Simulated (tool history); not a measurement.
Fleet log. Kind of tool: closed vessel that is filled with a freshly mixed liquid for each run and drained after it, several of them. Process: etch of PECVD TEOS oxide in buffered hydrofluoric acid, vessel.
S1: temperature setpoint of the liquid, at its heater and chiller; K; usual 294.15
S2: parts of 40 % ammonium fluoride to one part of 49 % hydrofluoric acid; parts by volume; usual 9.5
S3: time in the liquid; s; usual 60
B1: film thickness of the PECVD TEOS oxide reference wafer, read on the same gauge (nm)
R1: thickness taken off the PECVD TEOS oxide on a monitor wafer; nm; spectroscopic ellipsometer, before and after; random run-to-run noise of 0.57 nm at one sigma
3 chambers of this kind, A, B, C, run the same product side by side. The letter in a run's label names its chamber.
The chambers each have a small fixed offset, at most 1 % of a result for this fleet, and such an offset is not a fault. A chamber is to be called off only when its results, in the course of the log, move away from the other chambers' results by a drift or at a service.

run,hour,S1,S2,S3,B1,R1
1A,6.1,294.15,9.5,60,60.004,64.871
2C,16.3,294.15,9.5,60,60.005,65.072
3B,22.5,294.15,9.5,60,60.014,64.888
4B,32.3,294.15,9.5,60,59.994,64.364
5A,39.9,294.15,9.5,60,59.995,64.522
6C,45.4,294.15,9.5,60,60.009,66.914
7A,54.1,294.15,9.5,60,60.003,64.521
8C,62.6,294.15,9.5,60,60.004,65.513
9B,72.5,294.15,9.5,60,59.999,65.963
10C,77.8,294.15,9.5,60,59.990,66.371
11A,87.2,294.15,9.5,60,60.007,65.428
12B,92.6,294.15,9.5,60,59.998,65.645
13A,100.8,294.15,9.5,60,59.999,64.366
14C,109.5,294.15,9.5,60,59.993,67.068
15B,120.3,294.15,9.5,60,59.999,66.156
16C,127.9,294.15,9.5,60,59.991,66.083
17A,134.2,294.15,9.5,60,60.013,65.463
18B,141.1,294.15,9.5,60,60.001,65.241
19C,146.3,294.15,9.5,60,60.000,66.253
20B,155.9,296.15,9.5,60,60.012,73.430
21A,162.2,296.15,9.5,60,60.002,73.478
22C,172.4,296.15,9.5,60,60.020,74.180
23B,178.4,294.15,9.5,60,60.001,65.087
24A,184.4,294.15,9.5,60,60.000,65.347
25B,192.7,294.15,9.5,60,59.998,65.928
26C,200.7,294.15,12.5,30,60.015,25.805
27A,207.2,294.15,12.5,30,60.012,26.071
28C,214.4,294.15,12.5,30,60.000,25.705
29B,221.7,294.15,9.5,60,60.000,65.481
30A,230.4,294.15,9.5,60,60.014,67.710
31C,241.7,294.15,9.5,60,59.998,66.681
32B,248.0,294.15,9.5,60,60.009,66.474
33A,253.7,294.15,9.5,60,60.009,67.370
34A,263.5,294.15,9.5,60,59.998,68.308
35B,272.1,294.15,9.5,60,60.003,66.015
36C,283.0,297.65,9.5,90,60.010,120.950
37B,293.5,297.65,9.5,90,59.993,120.350
38A,304.4,297.65,9.5,90,59.989,127.470
39C,310.8,294.15,9.5,85,59.995,92.800
40B,318.7,294.15,9.5,85,60.002,92.462
41A,324.1,294.15,9.5,85,59.982,98.897
42C,332.8,294.15,9.5,60,60.014,65.701
43A,343.5,294.15,9.5,60,60.001,70.604
44B,348.8,294.15,9.5,60,60.002,65.553

Is one chamber off against the others, does the gauge drift, or is nothing wrong? If a chamber is off, say which, and what the likeliest cause is.

Chamber A drifts away from the others.
Likeliest cause: hydrofluoric acid flow above the setpoint (%) = 11.8.
The log may not tell that from: liquid hotter than its thermometer reads (K).

Chamber A could run next with any of the 4 candidate recipes listed below; each alters the usual settings, and their results appear as question marks. Which one brings its results back in line with what the other chambers deliver on the usual settings?
In line here means within this much of the mean the other chambers give on the usual settings: R1 2.000 nm
45A-1,357.0,294.15,10.0,55,,?
45A-2,357.0,294.15,10.5,60,,?
45A-3,357.0,296.65,9.5,60,,?
45A-4,357.0,294.15,9.5,65,,?

What the other chambers average on the usual settings: R1 66.049 nm
run,R1
45A-1,62.000
45A-2,65.413
45A-3,82.170
45A-4,77.514
With 45A-2, the chamber falls back in line with the rest.
